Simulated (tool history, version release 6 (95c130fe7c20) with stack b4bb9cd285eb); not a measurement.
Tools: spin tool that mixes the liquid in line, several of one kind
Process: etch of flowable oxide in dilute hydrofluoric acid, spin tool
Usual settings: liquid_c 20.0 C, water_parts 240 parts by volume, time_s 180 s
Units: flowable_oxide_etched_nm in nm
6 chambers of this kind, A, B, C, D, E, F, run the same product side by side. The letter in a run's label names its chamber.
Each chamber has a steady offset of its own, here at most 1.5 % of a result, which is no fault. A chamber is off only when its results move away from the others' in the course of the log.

run,hour,liquid_c,water_parts,time_s,"read-back film thickness of the flowable oxide reference wafer, read on the same gauge (nm)",flowable_oxide_etched_nm
1C,10.7,20.0,240,180,69.995,20.918
2E,20.7,20.0,240,180,70.035,20.391
3D,33.3,20.0,240,180,70.042,20.869
4F,45.7,20.0,240,180,70.015,20.525
5B,54.0,20.0,240,180,69.968,20.448
6A,62.4,20.0,240,180,69.996,20.373
7C,70.1,23.5,240,265,70.046,35.132
# hour 73.3: chamber F: hydrofluoric acid flow meter replaced
8E,78.8,23.5,240,265,70.017,34.245
9D,86.5,23.5,240,265,70.003,34.752
10F,97.7,23.5,240,265,69.999,34.471
11A,108.8,23.5,240,265,69.977,34.275
12B,115.2,23.5,240,265,70.029,34.281
13D,121.1,17.0,240,250,70.014,25.489
# hour 125.0: chamber B: thermometer replaced
14E,132.3,17.0,240,250,69.979,25.354
15F,141.7,17.0,240,250,70.026,25.304
16B,152.9,17.0,240,250,69.965,25.535
17A,163.9,17.0,240,250,70.039,25.205
18C,171.5,17.0,240,250,69.963,25.493
# hour 174.1: chamber D: thermometer replaced
19C,183.1,20.0,240,180,70.003,20.702
20D,189.3,20.0,240,180,70.020,20.775
21F,195.7,20.0,240,180,69.970,20.575
22E,207.9,20.0,240,180,70.030,20.456
23A,217.4,20.0,240,180,69.979,20.454
24B,223.4,20.0,240,180,69.992,20.592
25B,234.9,20.0,240,180,70.032,20.314
26F,241.6,20.0,240,180,69.950,20.593
27D,254.5,20.0,240,180,69.984,20.939
28C,263.1,20.0,240,180,70.021,20.661
29A,272.1,20.0,240,180,69.997,20.562
30E,278.6,20.0,240,180,70.028,20.443
31B,289.4,20.0,240,180,70.008,20.456
32A,298.5,20.0,240,180,69.988,20.549
33E,307.9,20.0,240,180,70.025,20.348
34F,316.9,20.0,240,180,69.977,20.358
# hour 317.0: chamber D: hydrofluoric acid flow meter replaced
35C,330.1,20.0,240,180,70.025,20.750
36D,337.4,20.0,240,180,69.993,20.727
37C,344.7,20.0,240,180,69.970,20.667
38D,351.4,20.0,240,180,69.984,20.647
39F,359.5,20.0,240,180,70.009,20.582
40E,366.5,20.0,240,180,70.013,20.315
# hour 370.7: chamber B: hydrofluoric acid flow meter replaced
41B,372.6,20.0,240,180,70.014,20.542
42A,380.0,20.0,240,180,69.998,20.596
43A,388.4,20.0,240,180,69.944,20.417
44D,397.8,20.0,240,180,70.023,20.729

Next, every chamber runs the same settings. What will each give?
45A,407.3,20.0,240,180,,?
45B,407.3,20.0,240,180,,?
45C,407.3,20.0,240,180,,?
45D,407.3,20.0,240,180,,?
45E,407.3,20.0,240,180,,?
45F,407.3,20.0,240,180,,?

run,flowable_oxide_etched_nm
45A,20.576
45B,20.446
45C,20.808
45D,20.855
45E,20.445
45F,20.542
